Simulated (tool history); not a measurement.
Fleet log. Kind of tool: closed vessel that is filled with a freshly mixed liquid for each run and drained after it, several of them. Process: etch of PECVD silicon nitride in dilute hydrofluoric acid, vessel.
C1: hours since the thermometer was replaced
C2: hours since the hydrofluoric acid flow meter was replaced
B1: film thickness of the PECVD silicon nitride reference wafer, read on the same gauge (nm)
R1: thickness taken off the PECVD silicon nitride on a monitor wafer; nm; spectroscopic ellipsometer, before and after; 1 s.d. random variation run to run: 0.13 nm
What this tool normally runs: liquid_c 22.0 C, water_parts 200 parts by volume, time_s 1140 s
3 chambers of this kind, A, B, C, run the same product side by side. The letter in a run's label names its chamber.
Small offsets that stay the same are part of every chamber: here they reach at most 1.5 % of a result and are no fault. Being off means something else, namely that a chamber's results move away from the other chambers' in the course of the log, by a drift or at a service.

Run 1A, hour 7.7: usual settings; C1 810.1; C2 87.6; B1 100.010. Result: R1 17.402 nm.
Run 2B, hour 13.3: usual settings; C1 150.5; C2 77.7; B1 99.958. Result: R1 16.699 nm.
Run 3C, hour 19.5: usual settings; C1 375.4; C2 208.1; B1 99.984. Result: R1 16.929 nm.
Run 4A, hour 27.7: usual settings; C1 830.1; C2 107.6; B1 99.989. Result: R1 17.164 nm.
Run 5C, hour 34.0: usual settings; C1 389.9; C2 222.6; B1 100.030. Result: R1 17.077 nm.
Run 6B, hour 43.1: usual settings; C1 180.3; C2 107.5; B1 99.998. Result: R1 16.616 nm.
Run 7C, hour 51.0: usual settings; C1 406.9; C2 239.6; B1 100.010. Result: R1 17.223 nm.
Run 8A, hour 58.7: usual settings; C1 861.1; C2 138.6; B1 100.010. Result: R1 17.172 nm.
Run 9B, hour 67.0: usual settings; C1 204.2; C2 131.4; B1 100.030. Result: R1 16.870 nm.
Run 10C, hour 73.5: usual settings but time_s 1495 s; C1 429.4; C2 262.1; B1 99.988. Result: R1 22.814 nm.
Run 11A, hour 81.6: usual settings but time_s 1495 s; C1 884.0; C2 161.5; B1 100.010. Result: R1 21.977 nm.
Run 12B, hour 90.4: usual settings but time_s 1495 s; C1 227.6; C2 154.8; B1 100.010. Result: R1 21.645 nm.
Run 13B, hour 95.7: usual settings; C1 232.9; C2 160.1; B1 99.963. Result: R1 16.877 nm.
Run 14C, hour 103.3: usual settings; C1 459.2; C2 291.9; B1 99.948. Result: R1 17.242 nm.
Run 15A, hour 114.5: usual settings; C1 916.9; C2 194.4; B1 100.010. Result: R1 17.281 nm.
Run 16B, hour 123.4: usual settings; C1 260.6; C2 187.8; B1 100.010. Result: R1 16.766 nm.
At hour 127.6: chamber C: thermometer replaced.
Run 17A, hour 128.3: usual settings but liquid_c 24.5 C; C1 930.7; C2 208.2; B1 100.020. Result: R1 20.215 nm.
Run 18C, hour 138.4: usual settings but liquid_c 24.5 C; C1 10.9; C2 327.0; B1 99.995. Result: R1 20.251 nm.
Run 19B, hour 145.3: usual settings but liquid_c 24.5 C; C1 282.5; C2 209.7; B1 100.030. Result: R1 19.742 nm.
Run 20C, hour 151.0: usual settings but liquid_c 25.5 C; C1 23.5; C2 339.6; B1 99.997. Result: R1 21.151 nm.
Run 21A, hour 158.1: usual settings but liquid_c 25.5 C; C1 960.5; C2 238.0; B1 100.030. Result: R1 21.665 nm.
Run 22A, hour 164.4: usual settings but liquid_c 25.5 C; C1 966.8; C2 244.3; B1 99.986. Result: R1 21.808 nm.
Run 23C, hour 174.8: usual settings; C1 47.3; C2 363.4; B1 100.040. Result: R1 16.982 nm.
Run 24B, hour 181.2: usual settings; C1 318.4; C2 245.6; B1 99.974. Result: R1 16.661 nm.
Run 25C, hour 192.0: usual settings; C1 64.5; C2 380.6; B1 100.030. Result: R1 16.887 nm.
Run 26B, hour 198.0: usual settings; C1 335.2; C2 262.4; B1 100.030. Result: R1 16.717 nm.
Run 27A, hour 203.4: usual settings; C1 1005.8; C2 283.3; B1 99.977. Result: R1 17.821 nm.
Run 28C, hour 210.8: usual settings; C1 83.3; C2 399.4; B1 99.995. Result: R1 17.359 nm.
Run 29B, hour 217.2: usual settings; C1 354.4; C2 281.6; B1 100.010. Result: R1 16.613 nm.
Run 30A, hour 226.9: usual settings but water_parts 135 parts by volume; C1 1029.3; C2 306.8; B1 99.996. Result: R1 26.721 nm.
Run 31C, hour 237.1: usual settings but water_parts 135 parts by volume; C1 109.6; C2 425.7; B1 99.990. Result: R1 25.321 nm.
Run 32B, hour 243.0: usual settings but water_parts 135 parts by volume; C1 380.2; C2 307.4; B1 100.010. Result: R1 24.841 nm.
Run 33A, hour 251.6: usual settings; C1 1054.0; C2 331.5; B1 100.010. Result: R1 18.247 nm.

Next, every chamber runs the same settings. What will each give?
Run 34A, hour 259.7: usual settings. Result: R1 ?.
Run 34B, hour 259.7: usual settings. Result: R1 ?.
Run 34C, hour 259.7: usual settings. Result: R1 ?.

run      R1
34A  18.131
34B  16.953
34C  16.949

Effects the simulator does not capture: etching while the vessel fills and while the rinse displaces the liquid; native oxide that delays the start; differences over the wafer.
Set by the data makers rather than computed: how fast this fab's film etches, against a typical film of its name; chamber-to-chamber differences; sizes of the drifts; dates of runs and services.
